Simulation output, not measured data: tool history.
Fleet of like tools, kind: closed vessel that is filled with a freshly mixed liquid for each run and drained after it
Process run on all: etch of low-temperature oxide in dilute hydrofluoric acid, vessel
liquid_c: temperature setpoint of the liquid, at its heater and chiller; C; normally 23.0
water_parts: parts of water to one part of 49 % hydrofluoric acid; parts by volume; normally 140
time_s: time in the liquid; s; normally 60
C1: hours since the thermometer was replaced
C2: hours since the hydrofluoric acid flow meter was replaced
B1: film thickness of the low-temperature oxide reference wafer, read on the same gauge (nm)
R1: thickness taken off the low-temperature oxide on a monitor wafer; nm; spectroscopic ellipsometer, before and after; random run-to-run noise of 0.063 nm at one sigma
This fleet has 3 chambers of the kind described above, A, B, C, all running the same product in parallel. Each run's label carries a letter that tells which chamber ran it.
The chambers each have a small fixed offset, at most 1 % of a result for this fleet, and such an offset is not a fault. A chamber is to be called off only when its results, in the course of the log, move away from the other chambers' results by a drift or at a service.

{"run": "1A", "hour": 5.9, "liquid_c": 23.0, "water_parts": 140, "time_s": 60, "C1": 27.7, "C2": 620.3, "B1": 90.015, "R1": 6.6511}
{"run": "2C", "hour": 12.1, "liquid_c": 23.0, "water_parts": 140, "time_s": 60, "C1": 1410.8, "C2": 1072.4, "B1": 90.0, "R1": 6.7035}
{"run": "3B", "hour": 15.7, "liquid_c": 23.0, "water_parts": 140, "time_s": 60, "C1": 1083.8, "C2": 937.2, "B1": 90.018, "R1": 6.6476}
{"run": "4B", "hour": 21.9, "liquid_c": 23.0, "water_parts": 140, "time_s": 60, "C1": 1090.0, "C2": 943.4, "B1": 90.009, "R1": 6.7793}
{"run": "5C", "hour": 26.9, "liquid_c": 23.0, "water_parts": 140, "time_s": 60, "C1": 1425.6, "C2": 1087.2, "B1": 89.983, "R1": 6.6546}
{"run": "6A", "hour": 30.5, "liquid_c": 23.0, "water_parts": 140, "time_s": 60, "C1": 52.3, "C2": 644.9, "B1": 89.983, "R1": 6.6591}
{"run": "7A", "hour": 34.2, "liquid_c": 23.0, "water_parts": 140, "time_s": 60, "C1": 56.0, "C2": 648.6, "B1": 89.998, "R1": 6.6946}
{"run": "8C", "hour": 37.2, "liquid_c": 19.0, "water_parts": 110, "time_s": 60, "C1": 1435.9, "C2": 1097.5, "B1": 89.969, "R1": 7.4822}
{"run": "9B", "hour": 40.2, "liquid_c": 19.0, "water_parts": 110, "time_s": 60, "C1": 1108.3, "C2": 961.7, "B1": 90.021, "R1": 7.6292}
{"run": "10A", "hour": 45.6, "liquid_c": 19.0, "water_parts": 110, "time_s": 60, "C1": 67.4, "C2": 660.0, "B1": 90.018, "R1": 7.3164}
{"run": "11B", "hour": 51.6, "liquid_c": 23.0, "water_parts": 140, "time_s": 60, "C1": 1119.7, "C2": 973.1, "B1": 89.998, "R1": 6.8022}
{"run": "12C", "hour": 56.2, "liquid_c": 23.0, "water_parts": 140, "time_s": 60, "C1": 1454.9, "C2": 1116.5, "B1": 90.008, "R1": 6.6863}
{"run": "13A", "hour": 61.9, "liquid_c": 23.0, "water_parts": 140, "time_s": 60, "C1": 83.7, "C2": 676.3, "B1": 89.987, "R1": 6.6053}
{"run": "14B", "hour": 65.8, "liquid_c": 23.0, "water_parts": 140, "time_s": 60, "C1": 1133.9, "C2": 987.3, "B1": 89.995, "R1": 6.7005}
{"run": "15C", "hour": 69.0, "liquid_c": 23.0, "water_parts": 140, "time_s": 60, "C1": 1467.7, "C2": 1129.3, "B1": 90.03, "R1": 6.7476}
{"hour": 69.3, "done": "chamber B: hydrofluoric acid flow meter replaced"}
{"run": "16C", "hour": 74.1, "liquid_c": 23.0, "water_parts": 140, "time_s": 60, "C1": 1472.8, "C2": 1134.4, "B1": 89.996, "R1": 6.6226}
{"run": "17B", "hour": 79.4, "liquid_c": 23.0, "water_parts": 140, "time_s": 60, "C1": 1147.5, "C2": 10.1, "B1": 89.992, "R1": 6.6085}
{"run": "18A", "hour": 83.1, "liquid_c": 23.0, "water_parts": 140, "time_s": 60, "C1": 104.9, "C2": 697.5, "B1": 89.983, "R1": 6.5891}
{"run": "19B", "hour": 89.1, "liquid_c": 27.0, "water_parts": 140, "time_s": 75, "C1": 1157.2, "C2": 19.8, "B1": 90.01, "R1": 9.8254}
{"run": "20C", "hour": 95.4, "liquid_c": 27.0, "water_parts": 140, "time_s": 75, "C1": 1494.1, "C2": 1155.7, "B1": 90.004, "R1": 9.6549}
{"run": "21A", "hour": 101.7, "liquid_c": 27.0, "water_parts": 140, "time_s": 75, "C1": 123.5, "C2": 716.1, "B1": 89.977, "R1": 9.6339}
{"run": "22A", "hour": 105.9, "liquid_c": 24.5, "water_parts": 140, "time_s": 60, "C1": 127.7, "C2": 720.3, "B1": 90.02, "R1": 6.9657}
{"run": "23B", "hour": 112.2, "liquid_c": 24.5, "water_parts": 140, "time_s": 60, "C1": 1180.3, "C2": 42.9, "B1": 89.975, "R1": 7.1019}
{"run": "24C", "hour": 115.9, "liquid_c": 24.5, "water_parts": 140, "time_s": 60, "C1": 1514.6, "C2": 1176.2, "B1": 90.004, "R1": 7.0179}
{"run": "25A", "hour": 121.6, "liquid_c": 23.0, "water_parts": 140, "time_s": 60, "C1": 143.4, "C2": 736.0, "B1": 90.008, "R1": 6.4444}
{"run": "26C", "hour": 125.6, "liquid_c": 19.0, "water_parts": 205, "time_s": 60, "C1": 1524.3, "C2": 1185.9, "B1": 89.983, "R1": 3.6274}
{"run": "27B", "hour": 131.2, "liquid_c": 19.0, "water_parts": 205, "time_s": 60, "C1": 1199.3, "C2": 61.9, "B1": 89.995, "R1": 3.8272}
{"run": "28B", "hour": 137.4, "liquid_c": 19.0, "water_parts": 205, "time_s": 60, "C1": 1205.5, "C2": 68.1, "B1": 89.989, "R1": 3.7934}
{"run": "29A", "hour": 142.6, "liquid_c": 23.0, "water_parts": 140, "time_s": 60, "C1": 164.4, "C2": 757.0, "B1": 89.992, "R1": 6.673}
{"run": "30C", "hour": 146.9, "liquid_c": 23.0, "water_parts": 140, "time_s": 60, "C1": 1545.6, "C2": 1207.2, "B1": 90.009, "R1": 6.5504}
{"run": "31A", "hour": 152.3, "liquid_c": 23.0, "water_parts": 140, "time_s": 60, "C1": 174.1, "C2": 766.7, "B1": 89.986, "R1": 6.7121}
{"run": "32B", "hour": 155.2, "liquid_c": 23.0, "water_parts": 140, "time_s": 60, "C1": 1223.3, "C2": 85.9, "B1": 90.015, "R1": 7.0718}
{"run": "33C", "hour": 159.8, "liquid_c": 23.0, "water_parts": 140, "time_s": 60, "C1": 1558.5, "C2": 1220.1, "B1": 89.99, "R1": 6.7166}
{"run": "34C", "hour": 165.5, "liquid_c": 23.0, "water_parts": 140, "time_s": 60, "C1": 1564.2, "C2": 1225.8, "B1": 89.997, "R1": 6.6934}
{"hour": 167.6, "done": "chamber C: thermometer replaced"}
{"run": "35B", "hour": 171.8, "liquid_c": 23.0, "water_parts": 140, "time_s": 60, "C1": 1239.9, "C2": 102.5, "B1": 89.983, "R1": 7.0207}
{"run": "36A", "hour": 175.4, "liquid_c": 23.0, "water_parts": 140, "time_s": 60, "C1": 197.2, "C2": 789.8, "B1": 90.006, "R1": 6.6141}
{"run": "37A", "hour": 180.4, "liquid_c": 23.0, "water_parts": 140, "time_s": 60, "C1": 202.2, "C2": 794.8, "B1": 90.038, "R1": 6.6371}
{"run": "38C", "hour": 184.1, "liquid_c": 23.0, "water_parts": 140, "time_s": 60, "C1": 16.6, "C2": 1244.4, "B1": 90.01, "R1": 6.6319}
{"run": "39B", "hour": 189.3, "liquid_c": 23.0, "water_parts": 140, "time_s": 60, "C1": 1257.4, "C2": 120.0, "B1": 89.985, "R1": 7.0663}
{"run": "40C", "hour": 193.5, "liquid_c": 23.0, "water_parts": 140, "time_s": 60, "C1": 26.0, "C2": 1253.8, "B1": 90.003, "R1": 6.7121}

One chamber off, gauge drift, or nothing amiss beyond the chambers' own small offsets? If it is a chamber, which one, and what is the likeliest cause?

One chamber, B, drifts off from the rest bit by bit.
What lies behind it: liquid hotter than its thermometer reads (K) = 1.99.
The log might look much the same if the cause were instead: hydrofluoric acid flow above the setpoint (%).

Which of the 4 candidates below, each the usual settings with something changed and its results left as question marks, puts chamber B back in line with what the other chambers give on the usual settings?
In line here means within this much of the mean the other chambers give on the usual settings: R1 0.2200 nm
{"run": "41B-1", "hour": 198.2, "liquid_c": 23.0, "water_parts": 125, "time_s": 60, "R1": "?"}
{"run": "41B-2", "hour": 198.2, "liquid_c": 23.0, "water_parts": 150, "time_s": 60, "R1": "?"}
{"run": "41B-3", "hour": 198.2, "liquid_c": 23.0, "water_parts": 130, "time_s": 60, "R1": "?"}
{"run": "41B-4", "hour": 198.2, "liquid_c": 23.0, "water_parts": 145, "time_s": 55, "R1": "?"}

The other chambers' mean on the usual settings: R1 6.6528 nm
run=41B-1 R1=8.1939
run=41B-2 R1=6.6250
run=41B-3 R1=7.8308
run=41B-4 R1=6.3201
Change 41B-2 lands the chamber within the allowed miss of the other chambers.
